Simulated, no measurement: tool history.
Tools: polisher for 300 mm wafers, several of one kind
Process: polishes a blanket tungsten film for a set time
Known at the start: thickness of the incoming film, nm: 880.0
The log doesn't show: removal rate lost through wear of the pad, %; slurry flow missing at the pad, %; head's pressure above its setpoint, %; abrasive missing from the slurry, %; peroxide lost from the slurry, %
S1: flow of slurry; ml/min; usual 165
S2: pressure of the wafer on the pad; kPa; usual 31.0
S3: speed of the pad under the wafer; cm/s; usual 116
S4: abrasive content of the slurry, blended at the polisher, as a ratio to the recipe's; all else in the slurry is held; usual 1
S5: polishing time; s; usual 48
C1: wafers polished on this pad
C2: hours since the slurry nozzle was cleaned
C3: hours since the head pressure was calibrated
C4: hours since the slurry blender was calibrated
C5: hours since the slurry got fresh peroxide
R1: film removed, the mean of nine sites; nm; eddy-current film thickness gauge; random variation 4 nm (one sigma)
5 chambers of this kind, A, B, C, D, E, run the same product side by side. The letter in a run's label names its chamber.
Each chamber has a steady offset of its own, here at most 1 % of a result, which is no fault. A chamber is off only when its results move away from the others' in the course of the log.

At hour 0.6: chamber B: slurry tank refilled with fresh slurry and peroxide.
At hour 2.5: chamber D: slurry nozzle cleaned.
Run 1E, hour 7.0: usual settings; C1 336; C2 385.1; C3 1300.1; C4 124.9; C5 21.1. Result: R1 305.58 nm.
At hour 9.8: chamber A: worn pad replaced by a new one.
At hour 10.5: chamber D: worn pad replaced by a new one.
At hour 12.9: chamber D: slurry tank refilled with fresh slurry and peroxide.
Run 2D, hour 16.9: usual settings; C1 59; C2 14.5; C3 779.9; C4 301.2; C5 4.0. Result: R1 314.48 nm.
At hour 18.5: chamber B: worn pad replaced by a new one.
Run 3B, hour 28.6: usual settings; C1 93; C2 127.7; C3 294.4; C4 200.0; C5 28.0. Result: R1 307.80 nm.
At hour 31.2: chamber A: slurry tank refilled with fresh slurry and peroxide.
At hour 34.1: chamber D: head pressure recalibrated.
Run 4A, hour 35.3: usual settings; C1 234; C2 118.6; C3 955.1; C4 201.0; C5 4.1. Result: R1 306.34 nm.
At hour 38.7: chamber E: worn pad replaced by a new one.
At hour 44.2: chamber D: slurry blender recalibrated.
Run 5C, hour 44.3: usual settings; C1 721; C2 178.9; C3 375.2; C4 81.1; C5 60.6. Result: R1 304.18 nm.
Run 6A, hour 56.4: usual settings; C1 428; C2 139.7; C3 976.2; C4 222.1; C5 25.2. Result: R1 311.95 nm.
At hour 64.1: chamber E: slurry tank refilled with fresh slurry and peroxide.
Run 7B, hour 68.7: usual settings; C1 461; C2 167.8; C3 334.5; C4 240.1; C5 68.1. Result: R1 308.85 nm.
Run 8D, hour 75.3: usual settings; C1 595; C2 72.9; C3 41.2; C4 31.2; C5 62.4. Result: R1 313.19 nm.
At hour 80.0: chamber C: slurry tank refilled with fresh slurry and peroxide.
At hour 81.2: chamber A: worn pad replaced by a new one.
At hour 81.5: chamber C: head pressure recalibrated.
Run 9E, hour 88.0: usual settings but S1 115 ml/min, S3 132 cm/s; C1 453; C2 466.1; C3 1381.1; C4 205.9; C5 23.9. Result: R1 323.96 nm.
At hour 95.6: chamber B: slurry tank refilled with fresh slurry and peroxide.
At hour 100.1: chamber E: worn pad replaced by a new one.
Run 10C, hour 100.7: usual settings but S1 115 ml/min, S3 132 cm/s; C1 1238; C2 235.3; C3 19.3; C4 137.5; C5 20.7. Result: R1 319.29 nm.
At hour 110.2: chamber D: worn pad replaced by a new one.
Run 11C, hour 113.7: usual settings but S1 115 ml/min, S3 132 cm/s; C1 1358; C2 248.3; C3 32.3; C4 150.5; C5 33.7. Result: R1 319.83 nm.
Run 12B, hour 121.7: usual settings but S1 115 ml/min, S3 132 cm/s; C1 947; C2 220.8; C3 387.5; C4 293.1; C5 26.2. Result: R1 324.08 nm.
At hour 124.1: chamber E: slurry tank refilled with fresh slurry and peroxide.
At hour 128.1: chamber E: head pressure recalibrated.
Run 13E, hour 132.3: usual settings but S1 115 ml/min, S3 132 cm/s; C1 295; C2 510.4; C3 4.2; C4 250.2; C5 8.2. Result: R1 319.50 nm.
At hour 137.7: chamber E: slurry blender recalibrated.
At hour 141.3: chamber A: slurry tank refilled with fresh slurry and peroxide.
Run 14D, hour 142.1: usual settings; C1 293; C2 139.7; C3 108.0; C4 98.0; C5 129.2. Result: R1 297.37 nm.
At hour 155.5: chamber B: worn pad replaced by a new one.
Run 15A, hour 156.0: usual settings; C1 686; C2 239.3; C3 1075.8; C4 321.7; C5 14.8. Result: R1 307.82 nm.
At hour 160.5: chamber A: worn pad replaced by a new one.
Run 16C, hour 168.5: usual settings; C1 1861; C2 303.1; C3 87.1; C4 205.3; C5 88.5. Result: R1 295.98 nm.
At hour 172.3: chamber E: worn pad replaced by a new one.
Run 17D, hour 179.1: usual settings; C1 632; C2 176.7; C3 145.0; C4 135.0; C5 166.2. Result: R1 307.28 nm.
At hour 180.0: chamber B: slurry tank refilled with fresh slurry and peroxide.
At hour 184.1: chamber D: slurry tank refilled with fresh slurry and peroxide.
Run 18E, hour 186.4: usual settings; C1 129; C2 564.5; C3 58.3; C4 48.8; C5 62.3. Result: R1 304.87 nm.
At hour 187.2: chamber C: slurry tank refilled with fresh slurry and peroxide.
At hour 191.4: chamber C: slurry blender recalibrated.
Run 19B, hour 199.7: usual settings; C1 406; C2 298.8; C3 465.5; C4 371.1; C5 19.7. Result: R1 307.85 nm.
At hour 200.8: chamber E: slurry tank refilled with fresh slurry and peroxide.
At hour 205.6: chamber D: worn pad replaced by a new one.
Run 20A, hour 213.4: usual settings but S2 22.1 kPa; C1 486; C2 296.7; C3 1133.2; C4 379.1; C5 72.2. Result: R1 221.26 nm.
Run 21A, hour 219.9: usual settings but S2 22.1 kPa; C1 545; C2 303.2; C3 1139.7; C4 385.6; C5 78.7. Result: R1 221.16 nm.
At hour 223.8: chamber A: worn pad replaced by a new one.
At hour 228.5: chamber B: slurry blender recalibrated.
At hour 229.3: chamber A: slurry tank refilled with fresh slurry and peroxide.
Run 22C, hour 233.4: usual settings but S2 22.1 kPa; C1 2456; C2 368.0; C3 152.0; C4 42.0; C5 46.2. Result: R1 210.87 nm.
At hour 237.7: chamber E: worn pad replaced by a new one.
Run 23B, hour 243.2: usual settings but S2 22.1 kPa; C1 805; C2 342.3; C3 509.0; C4 14.7; C5 63.2. Result: R1 216.42 nm.
Run 24E, hour 255.3: usual settings but S2 22.1 kPa; C1 161; C2 633.4; C3 127.2; C4 117.7; C5 54.6. Result: R1 217.66 nm.
Run 25D, hour 268.2: usual settings; C1 574; C2 265.8; C3 234.1; C4 224.1; C5 84.1. Result: R1 305.46 nm.
At hour 270.8: chamber E: slurry tank refilled with fresh slurry and peroxide.
At hour 273.1: chamber B: slurry tank refilled with fresh slurry and peroxide.
Run 26D, hour 279.4: usual settings; C1 677; C2 277.0; C3 245.3; C4 235.3; C5 95.3. Result: R1 312.71 nm.
At hour 282.3: chamber C: slurry tank refilled with fresh slurry and peroxide.
Run 27A, hour 286.8: usual settings; C1 578; C2 370.1; C3 1206.6; C4 452.5; C5 57.6. Result: R1 307.94 nm.
At hour 295.8: chamber B: worn pad replaced by a new one.
Run 28B, hour 297.0: usual settings; C1 11; C2 396.1; C3 562.8; C4 68.5; C5 24.0. Result: R1 317.93 nm.
At hour 304.6: chamber E: worn pad replaced by a new one.
Run 29E, hour 307.7: usual settings; C1 29; C2 685.8; C3 179.6; C4 170.1; C5 37.0. Result: R1 303.31 nm.
Run 30C, hour 318.6: usual settings; C1 3238; C2 453.2; C3 237.2; C4 127.2; C5 36.3. Result: R1 274.03 nm.
Run 31B, hour 331.0: usual settings; C1 323; C2 430.1; C3 596.8; C4 102.5; C5 58.0. Result: R1 309.37 nm.
At hour 335.7: chamber E: slurry nozzle cleaned.
At hour 342.7: chamber E: slurry tank refilled with fresh slurry and peroxide.
Run 32E, hour 343.6: usual settings; C1 358; C2 7.9; C3 215.5; C4 206.0; C5 0.9. Result: R1 304.82 nm.

What goes on in this fleet: one chamber off, a drifting gauge, or nothing beyond the chambers' own small offsets? Name the chamber and the cause, if any.

Chamber C drifts away from the others.
Cause: removal rate lost through wear of the pad, % = 10.3.
The log may not tell that from: slurry flow missing at the pad, %.

Here are 4 candidates for chamber C's next run, each the usual settings with a change, their results left as question marks. Which one brings its results back in line with what the others give on the usual settings?
In line means no further than this from the other chambers' mean on the usual settings: R1 14.00 nm
Run 33C-1, hour 353.6: usual settings but S2 33.8 kPa, S3 126 cm/s, S5 52 s. Result: R1 ?.
Run 33C-2, hour 353.6: usual settings but S2 29.6 kPa, S3 112 cm/s, S5 46 s. Result: R1 ?.
Run 33C-3, hour 353.6: usual settings but S4 0.95, S5 39 s. Result: R1 ?.
Run 33C-4, hour 353.6: usual settings but S2 33.1 kPa, S5 51 s. Result: R1 ?.

The other chambers' mean on the usual settings: R1 307.14 nm
  run      R1
33C-1  348.47
33C-2  240.55
33C-3  218.37
33C-4  307.98
33C-4 brings the chamber back in line.
